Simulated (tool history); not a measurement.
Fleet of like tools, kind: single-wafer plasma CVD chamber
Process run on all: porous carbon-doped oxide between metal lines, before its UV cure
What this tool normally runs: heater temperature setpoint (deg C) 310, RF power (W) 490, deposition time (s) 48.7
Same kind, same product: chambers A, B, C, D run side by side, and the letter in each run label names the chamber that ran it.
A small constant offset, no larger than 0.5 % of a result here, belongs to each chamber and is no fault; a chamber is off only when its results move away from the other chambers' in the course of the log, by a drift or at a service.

| run | hour | heater temperature setpoint (deg C) | RF power (W) | deposition time (s) | hours since the last thermocouple change | hours since the last RF generator calibration | read-back reference wafer on the same gauge, thickness_nm | mean film thickness on the monitor wafer (angstrom) |
|---|---|---|---|---|---|---|---|---|
| 1C | 7.4 | 310 | 490 | 48.7 | 489.4 | 778.1 | 247.16 | 2426.3 |
| 2D | 14.6 | 310 | 490 | 48.7 | 542.0 | 538.6 | 247.05 | 2426.6 |
| 3B | 20.7 | 310 | 490 | 48.7 | 1725.6 | 1660.8 | 247.18 | 2404.9 |
| 4A | 28.2 | 310 | 490 | 48.7 | 963.3 | 353.2 | 247.09 | 2446.7 |
| 5D | 34.9 | 310 | 490 | 48.7 | 562.3 | 558.9 | 246.86 | 2424.9 |
| 6C | 39.9 | 324 | 490 | 39.3 | 521.9 | 810.6 | 247.26 | 1836.4 |
| 7A | 45.5 | 324 | 490 | 39.3 | 980.6 | 370.5 | 247.12 | 1838.7 |
| 8B | 50.7 | 324 | 490 | 39.3 | 1755.6 | 1690.8 | 247.01 | 1833.4 |
|  | 55.7 | chamber B: RF generator calibrated |
| 9B | 60.0 | 324 | 490 | 39.3 | 1764.9 | 4.3 | 246.86 | 1812.4 |
| 10A | 64.6 | 310 | 490 | 48.7 | 999.7 | 389.6 | 247.06 | 2437.8 |
| 11C | 72.4 | 310 | 490 | 48.7 | 554.4 | 843.1 | 247.04 | 2457.3 |
| 12D | 78.2 | 310 | 490 | 48.7 | 605.6 | 602.2 | 247.16 | 2416.9 |
| 13B | 83.4 | 310 | 490 | 48.7 | 1788.3 | 27.7 | 246.84 | 2441.0 |
| 14D | 91.6 | 310 | 490 | 48.7 | 619.0 | 615.6 | 247.03 | 2415.7 |
| 15C | 98.6 | 310 | 490 | 48.7 | 580.6 | 869.3 | 247.09 | 2427.2 |
| 16A | 105.7 | 310 | 490 | 48.7 | 1040.8 | 430.7 | 246.97 | 2411.3 |
| 17B | 115.4 | 310 | 490 | 48.7 | 1820.3 | 59.7 | 246.48 | 2447.5 |
| 18C | 122.8 | 322 | 490 | 45.2 | 604.8 | 893.5 | 247.15 | 2134.0 |
| 19D | 132.6 | 322 | 490 | 45.2 | 660.0 | 656.6 | 247.06 | 2127.7 |
| 20A | 141.0 | 322 | 490 | 45.2 | 1076.1 | 466.0 | 247.15 | 2054.5 |
| 21D | 148.1 | 322 | 490 | 45.2 | 675.5 | 672.1 | 247.18 | 2120.7 |
| 22C | 153.8 | 310 | 490 | 48.7 | 635.8 | 924.5 | 247.01 | 2445.4 |
| 23B | 163.3 | 310 | 490 | 48.7 | 1868.2 | 107.6 | 247.23 | 2427.5 |
| 24A | 168.2 | 310 | 455 | 48.7 | 1103.3 | 493.2 | 247.11 | 2205.9 |
| 25A | 174.5 | 310 | 455 | 48.7 | 1109.6 | 499.5 | 247.10 | 2208.6 |
| 26B | 179.3 | 310 | 455 | 48.7 | 1884.2 | 123.6 | 247.11 | 2284.6 |
| 27D | 186.3 | 310 | 455 | 48.7 | 713.7 | 710.3 | 247.06 | 2281.8 |
| 28C | 193.5 | 310 | 490 | 48.7 | 675.5 | 964.2 | 246.71 | 2418.4 |

Does one chamber stand apart from the rest, does the shared gauge drift, or is all well apart from small per-chamber offsets? Give the chamber and the most likely cause, where there is one.

Chamber A drifts away from the others.
Cause: delivered RF power below the setpoint (%) = 7.6.

Here are 4 candidates for chamber A's next run, each the usual settings with a change, their results left as question marks. Which one brings its results back in line with what the others give on the usual settings?
In-line tolerance around the mean of the other chambers on the usual settings: mean film thickness on the monitor wafer (angstrom) 41.0
| 29A-1 | 200.8 | 312 | 465 | 48.7 |  |  |  | ? |
| 29A-2 | 200.8 | 309 | 500 | 50.2 |  |  |  | ? |
| 29A-3 | 200.8 | 310 | 430 | 48.7 |  |  |  | ? |
| 29A-4 | 200.8 | 310 | 490 | 53.8 |  |  |  | ? |

The other chambers' mean on the usual settings: mean film thickness on the monitor wafer (angstrom) 2424.6
| run | mean film thickness on the monitor wafer (angstrom) |
|---|---|
| 29A-1 | 2194.3 |
| 29A-2 | 2426.2 |
| 29A-3 | 2087.0 |
| 29A-4 | 2546.5 |
29A-2 is the one that brings the chamber's results back in line with the other chambers.
